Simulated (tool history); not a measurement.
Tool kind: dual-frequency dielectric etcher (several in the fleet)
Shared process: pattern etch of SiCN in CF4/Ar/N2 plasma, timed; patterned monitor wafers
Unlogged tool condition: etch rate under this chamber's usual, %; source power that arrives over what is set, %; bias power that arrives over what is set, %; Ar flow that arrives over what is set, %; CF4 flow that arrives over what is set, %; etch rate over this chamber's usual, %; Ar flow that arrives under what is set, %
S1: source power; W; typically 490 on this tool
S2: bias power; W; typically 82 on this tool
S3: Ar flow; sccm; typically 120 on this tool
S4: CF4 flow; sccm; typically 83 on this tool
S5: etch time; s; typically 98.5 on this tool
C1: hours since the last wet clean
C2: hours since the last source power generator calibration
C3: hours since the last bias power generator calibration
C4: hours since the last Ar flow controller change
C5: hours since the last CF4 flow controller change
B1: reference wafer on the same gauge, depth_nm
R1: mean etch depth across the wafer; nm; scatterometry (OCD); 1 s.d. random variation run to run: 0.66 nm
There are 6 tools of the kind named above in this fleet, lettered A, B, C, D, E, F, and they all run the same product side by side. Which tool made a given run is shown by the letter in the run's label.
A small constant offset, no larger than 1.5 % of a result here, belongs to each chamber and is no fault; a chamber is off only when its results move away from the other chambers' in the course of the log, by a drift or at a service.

{"hour": 7.5, "done": "chamber E: bias power generator calibrated"}
{"run": "1B", "hour": 8.8, "S1": 490, "S2": 82, "S3": 120, "S4": 83, "S5": 98.5, "C1": 309.8, "C2": 751.1, "C3": 428.4, "C4": 2676.9, "C5": 4094.4, "B1": 86.026, "R1": 96.322}
{"run": "2C", "hour": 20.9, "S1": 490, "S2": 82, "S3": 120, "S4": 83, "S5": 98.5, "C1": 274, "C2": 1269, "C3": 2355.2, "C4": 4980.3, "C5": 3220.1, "B1": 86.009, "R1": 95.068}
{"hour": 23.6, "done": "chamber E: wet clean of the chamber"}
{"run": "3F", "hour": 28.4, "S1": 490, "S2": 82, "S3": 120, "S4": 83, "S5": 98.5, "C1": 140.1, "C2": 500.3, "C3": 3641.9, "C4": 113.1, "C5": 183.1, "B1": 85.937, "R1": 94.1}
{"run": "4E", "hour": 39.6, "S1": 490, "S2": 82, "S3": 120, "S4": 83, "S5": 98.5, "C1": 16.1, "C2": 311.5, "C3": 32.2, "C4": 2113.3, "C5": 1599, "B1": 86.005, "R1": 96.803}
{"run": "5A", "hour": 46.0, "S1": 490, "S2": 82, "S3": 120, "S4": 83, "S5": 98.5, "C1": 205.1, "C2": 2970.2, "C3": 398.8, "C4": 1758.8, "C5": 519.9, "B1": 85.995, "R1": 94.157}
{"run": "6D", "hour": 52.3, "S1": 490, "S2": 82, "S3": 120, "S4": 83, "S5": 98.5, "C1": 169.9, "C2": 836.6, "C3": 1380, "C4": 275.2, "C5": 2326.7, "B1": 86.026, "R1": 94.568}
{"run": "7E", "hour": 60.0, "S1": 490, "S2": 82, "S3": 120, "S4": 83, "S5": 98.5, "C1": 36.5, "C2": 331.9, "C3": 52.6, "C4": 2133.7, "C5": 1619.4, "B1": 86.032, "R1": 95.473}
{"run": "8A", "hour": 72.7, "S1": 490, "S2": 82, "S3": 120, "S4": 83, "S5": 98.5, "C1": 231.8, "C2": 2996.9, "C3": 425.5, "C4": 1785.5, "C5": 546.6, "B1": 85.741, "R1": 94.351}
{"run": "9D", "hour": 79.8, "S1": 490, "S2": 82, "S3": 120, "S4": 83, "S5": 98.5, "C1": 197.4, "C2": 864.1, "C3": 1407.5, "C4": 302.7, "C5": 2354.2, "B1": 85.933, "R1": 94.757}
{"run": "10B", "hour": 89.5, "S1": 490, "S2": 82, "S3": 120, "S4": 83, "S5": 98.5, "C1": 390.5, "C2": 831.8, "C3": 509.1, "C4": 2757.6, "C5": 4175.1, "B1": 86.002, "R1": 96.252}
{"hour": 90.0, "done": "chamber F: bias power generator calibrated"}
{"run": "11C", "hour": 95.6, "S1": 490, "S2": 82, "S3": 120, "S4": 83, "S5": 98.5, "C1": 348.7, "C2": 1343.7, "C3": 2429.9, "C4": 5055, "C5": 3294.8, "B1": 85.983, "R1": 95.054}
{"run": "12F", "hour": 105.0, "S1": 490, "S2": 82, "S3": 120, "S4": 83, "S5": 98.5, "C1": 216.7, "C2": 576.9, "C3": 15.1, "C4": 189.7, "C5": 259.7, "B1": 85.917, "R1": 93.804}
{"hour": 116.7, "done": "chamber C: wet clean of the chamber"}
{"run": "13B", "hour": 117.7, "S1": 420, "S2": 82, "S3": 120, "S4": 83, "S5": 98.5, "C1": 418.7, "C2": 860, "C3": 537.3, "C4": 2785.8, "C5": 4203.3, "B1": 85.976, "R1": 84.387}
{"run": "14E", "hour": 125.1, "S1": 420, "S2": 82, "S3": 120, "S4": 83, "S5": 98.5, "C1": 101.6, "C2": 397, "C3": 117.7, "C4": 2198.8, "C5": 1684.5, "B1": 86.083, "R1": 83.303}
{"run": "15C", "hour": 131.9, "S1": 420, "S2": 82, "S3": 120, "S4": 83, "S5": 98.5, "C1": 15.3, "C2": 1380, "C3": 2466.2, "C4": 5091.3, "C5": 3331.1, "B1": 85.99, "R1": 83.115}
{"hour": 133.2, "done": "chamber E: CF4 flow controller replaced"}
{"run": "16D", "hour": 142.5, "S1": 420, "S2": 82, "S3": 120, "S4": 83, "S5": 98.5, "C1": 260.1, "C2": 926.8, "C3": 1470.2, "C4": 365.4, "C5": 2416.9, "B1": 85.946, "R1": 82.159}
{"run": "17A", "hour": 154.5, "S1": 420, "S2": 82, "S3": 120, "S4": 83, "S5": 98.5, "C1": 313.6, "C2": 3078.7, "C3": 507.3, "C4": 1867.3, "C5": 628.4, "B1": 85.922, "R1": 81.017}
{"run": "18F", "hour": 164.3, "S1": 420, "S2": 82, "S3": 120, "S4": 83, "S5": 98.5, "C1": 276, "C2": 636.2, "C3": 74.4, "C4": 249, "C5": 319, "B1": 86.036, "R1": 81.609}
{"run": "19A", "hour": 172.6, "S1": 490, "S2": 82, "S3": 120, "S4": 83, "S5": 98.5, "C1": 331.7, "C2": 3096.8, "C3": 525.4, "C4": 1885.4, "C5": 646.5, "B1": 86.059, "R1": 93.268}
{"hour": 180.5, "done": "chamber C: bias power generator calibrated"}
{"run": "20F", "hour": 181.8, "S1": 490, "S2": 82, "S3": 96, "S4": 92, "S5": 98.5, "C1": 293.5, "C2": 653.7, "C3": 91.9, "C4": 266.5, "C5": 336.5, "B1": 86.07, "R1": 99.408}
{"run": "21B", "hour": 190.4, "S1": 490, "S2": 82, "S3": 96, "S4": 92, "S5": 98.5, "C1": 491.4, "C2": 932.7, "C3": 610, "C4": 2858.5, "C5": 4276, "B1": 86.243, "R1": 99.922}
{"run": "22D", "hour": 200.9, "S1": 490, "S2": 82, "S3": 96, "S4": 92, "S5": 98.5, "C1": 318.5, "C2": 985.2, "C3": 1528.6, "C4": 423.8, "C5": 2475.3, "B1": 86.021, "R1": 99.153}
{"run": "23C", "hour": 207.4, "S1": 490, "S2": 82, "S3": 96, "S4": 92, "S5": 98.5, "C1": 90.8, "C2": 1455.5, "C3": 26.9, "C4": 5166.8, "C5": 3406.6, "B1": 85.991, "R1": 100.07}
{"run": "24E", "hour": 216.4, "S1": 490, "S2": 82, "S3": 96, "S4": 92, "S5": 98.5, "C1": 192.9, "C2": 488.3, "C3": 209, "C4": 2290.1, "C5": 83.2, "B1": 85.875, "R1": 99.759}
{"run": "25C", "hour": 222.7, "S1": 490, "S2": 82, "S3": 96, "S4": 92, "S5": 98.5, "C1": 106.1, "C2": 1470.8, "C3": 42.2, "C4": 5182.1, "C5": 3421.9, "B1": 85.999, "R1": 100.91}
{"run": "26F", "hour": 232.3, "S1": 490, "S2": 82, "S3": 120, "S4": 83, "S5": 98.5, "C1": 344, "C2": 704.2, "C3": 142.4, "C4": 317, "C5": 387, "B1": 85.987, "R1": 94.752}
{"run": "27B", "hour": 239.3, "S1": 490, "S2": 82, "S3": 120, "S4": 83, "S5": 98.5, "C1": 540.3, "C2": 981.6, "C3": 658.9, "C4": 2907.4, "C5": 4324.9, "B1": 86.088, "R1": 94.591}
{"run": "28A", "hour": 250.2, "S1": 490, "S2": 82, "S3": 120, "S4": 83, "S5": 98.5, "C1": 409.3, "C2": 3174.4, "C3": 603, "C4": 1963, "C5": 724.1, "B1": 85.846, "R1": 92.938}
{"run": "29E", "hour": 258.5, "S1": 490, "S2": 82, "S3": 120, "S4": 83, "S5": 98.5, "C1": 235, "C2": 530.4, "C3": 251.1, "C4": 2332.2, "C5": 125.3, "B1": 86.154, "R1": 94.742}
{"run": "30D", "hour": 264.3, "S1": 490, "S2": 82, "S3": 120, "S4": 83, "S5": 98.5, "C1": 381.9, "C2": 1048.6, "C3": 1592, "C4": 487.2, "C5": 2538.7, "B1": 86.04, "R1": 95.174}
{"run": "31B", "hour": 273.1, "S1": 490, "S2": 82, "S3": 120, "S4": 83, "S5": 98.5, "C1": 574.1, "C2": 1015.4, "C3": 692.7, "C4": 2941.2, "C5": 4358.7, "B1": 85.89, "R1": 95.865}
{"run": "32E", "hour": 278.9, "S1": 490, "S2": 82, "S3": 120, "S4": 83, "S5": 98.5, "C1": 255.4, "C2": 550.8, "C3": 271.5, "C4": 2352.6, "C5": 145.7, "B1": 85.957, "R1": 95.057}
{"hour": 279.1, "done": "chamber D: wet clean of the chamber"}
{"run": "33A", "hour": 289.9, "S1": 490, "S2": 82, "S3": 120, "S4": 83, "S5": 98.5, "C1": 449, "C2": 3214.1, "C3": 642.7, "C4": 2002.7, "C5": 763.8, "B1": 86.034, "R1": 90.169}
{"run": "34C", "hour": 296.5, "S1": 490, "S2": 82, "S3": 120, "S4": 83, "S5": 98.5, "C1": 179.9, "C2": 1544.6, "C3": 116, "C4": 5255.9, "C5": 3495.7, "B1": 86.019, "R1": 94.857}
{"run": "35F", "hour": 305.4, "S1": 540, "S2": 82, "S3": 120, "S4": 83, "S5": 98.5, "C1": 417.1, "C2": 777.3, "C3": 215.5, "C4": 390.1, "C5": 460.1, "B1": 86.031, "R1": 103.35}
{"hour": 317.7, "done": "chamber D: bias power generator calibrated"}
{"run": "36D", "hour": 317.9, "S1": 540, "S2": 82, "S3": 120, "S4": 83, "S5": 98.5, "C1": 38.9, "C2": 1102.2, "C3": 0.3, "C4": 540.8, "C5": 2592.3, "B1": 85.861, "R1": 103.41}
{"run": "37F", "hour": 326.7, "S1": 540, "S2": 82, "S3": 120, "S4": 83, "S5": 98.5, "C1": 438.4, "C2": 798.6, "C3": 236.8, "C4": 411.4, "C5": 481.4, "B1": 85.991, "R1": 102.53}

For the next run the whole fleet of 6 chambers uses the same settings. Give each chamber's results:
{"run": "38A", "hour": 336.0, "S1": 490, "S2": 82, "S3": 146, "S4": 83, "S5": 98.5, "R1": "?"}
{"run": "38B", "hour": 336.0, "S1": 490, "S2": 82, "S3": 146, "S4": 83, "S5": 98.5, "R1": "?"}
{"run": "38C", "hour": 336.0, "S1": 490, "S2": 82, "S3": 146, "S4": 83, "S5": 98.5, "R1": "?"}
{"run": "38D", "hour": 336.0, "S1": 490, "S2": 82, "S3": 146, "S4": 83, "S5": 98.5, "R1": "?"}
{"run": "38E", "hour": 336.0, "S1": 490, "S2": 82, "S3": 146, "S4": 83, "S5": 98.5, "R1": "?"}
{"run": "38F", "hour": 336.0, "S1": 490, "S2": 82, "S3": 146, "S4": 83, "S5": 98.5, "R1": "?"}

run=38A R1=89.214
run=38B R1=93.922
run=38C R1=93.119
run=38D R1=91.676
run=38E R1=91.579
run=38F R1=91.731
